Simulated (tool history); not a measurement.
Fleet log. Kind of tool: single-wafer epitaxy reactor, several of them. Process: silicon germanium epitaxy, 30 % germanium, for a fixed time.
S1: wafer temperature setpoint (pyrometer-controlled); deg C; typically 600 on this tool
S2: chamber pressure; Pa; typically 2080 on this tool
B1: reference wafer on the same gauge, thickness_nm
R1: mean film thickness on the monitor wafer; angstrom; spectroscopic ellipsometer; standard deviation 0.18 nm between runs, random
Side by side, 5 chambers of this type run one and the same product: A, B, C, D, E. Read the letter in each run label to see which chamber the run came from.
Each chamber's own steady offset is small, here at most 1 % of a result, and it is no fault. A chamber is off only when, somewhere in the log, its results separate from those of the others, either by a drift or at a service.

run,day,S1,S2,B1,R1
1A,0.271,600,2080,49.821,531.73
2D,0.617,600,2080,49.810,530.20
3B,0.812,600,2080,49.791,535.74
4C,1.196,600,2080,49.788,528.69
# day 1.442: chamber E: capacitance manometer re-zeroed and calibrated
5E,1.517,600,2080,49.792,533.31
6D,1.817,600,2080,49.819,530.61
7B,2.092,600,2080,49.802,536.21
8C,2.471,600,2080,49.819,532.16
9A,2.833,600,2080,49.785,528.70
10E,3.088,586,2520,49.784,446.96
11B,3.421,586,2520,49.830,449.26
12C,3.621,586,2520,49.828,442.46
13E,3.900,586,2520,49.803,443.98
14D,4.283,586,2520,49.779,439.54
15A,4.617,600,2080,49.797,527.20
16E,4.925,600,2080,49.802,532.35
17B,5.167,600,2080,49.783,535.34
18A,5.429,600,2080,49.778,525.25
19D,5.762,600,2080,49.758,529.31
20C,6.000,600,2080,49.814,532.15
21E,6.404,600,2080,49.798,531.24
22B,6.633,600,2080,49.850,533.72
23C,6.954,600,2080,49.775,530.59
24D,7.225,600,2080,49.839,530.33
25A,7.579,600,2080,49.793,519.53
26D,7.879,600,1760,49.777,496.79
27B,8.204,600,1760,49.840,499.46
28A,8.425,600,1760,49.793,485.72
29E,8.729,600,1760,49.771,496.79
30C,9.096,600,1760,49.775,496.76
31C,9.379,600,2080,49.765,531.36
32A,9.633,600,2080,49.821,515.52
33E,9.829,593,2466,49.817,503.71
# day 9.846: chamber B: pyrometer calibrated
34D,10.162,593,2466,49.792,499.14
35B,10.550,593,2466,49.814,506.92
36A,10.829,593,2466,49.815,487.79
37E,11.058,593,2466,49.793,503.17
38B,11.333,600,2080,49.796,534.99
39C,11.588,600,2080,49.791,531.13

Next, all 5 chambers run the settings below, one line each with question marks for the results. What does each chamber give?
40A,11.883,608,2080,,?
40B,11.883,608,2080,,?
40C,11.883,608,2080,,?
40D,11.883,608,2080,,?
40E,11.883,608,2080,,?

run,R1
40A,591.57
40B,615.72
40C,614.45
40D,615.80
40E,615.57

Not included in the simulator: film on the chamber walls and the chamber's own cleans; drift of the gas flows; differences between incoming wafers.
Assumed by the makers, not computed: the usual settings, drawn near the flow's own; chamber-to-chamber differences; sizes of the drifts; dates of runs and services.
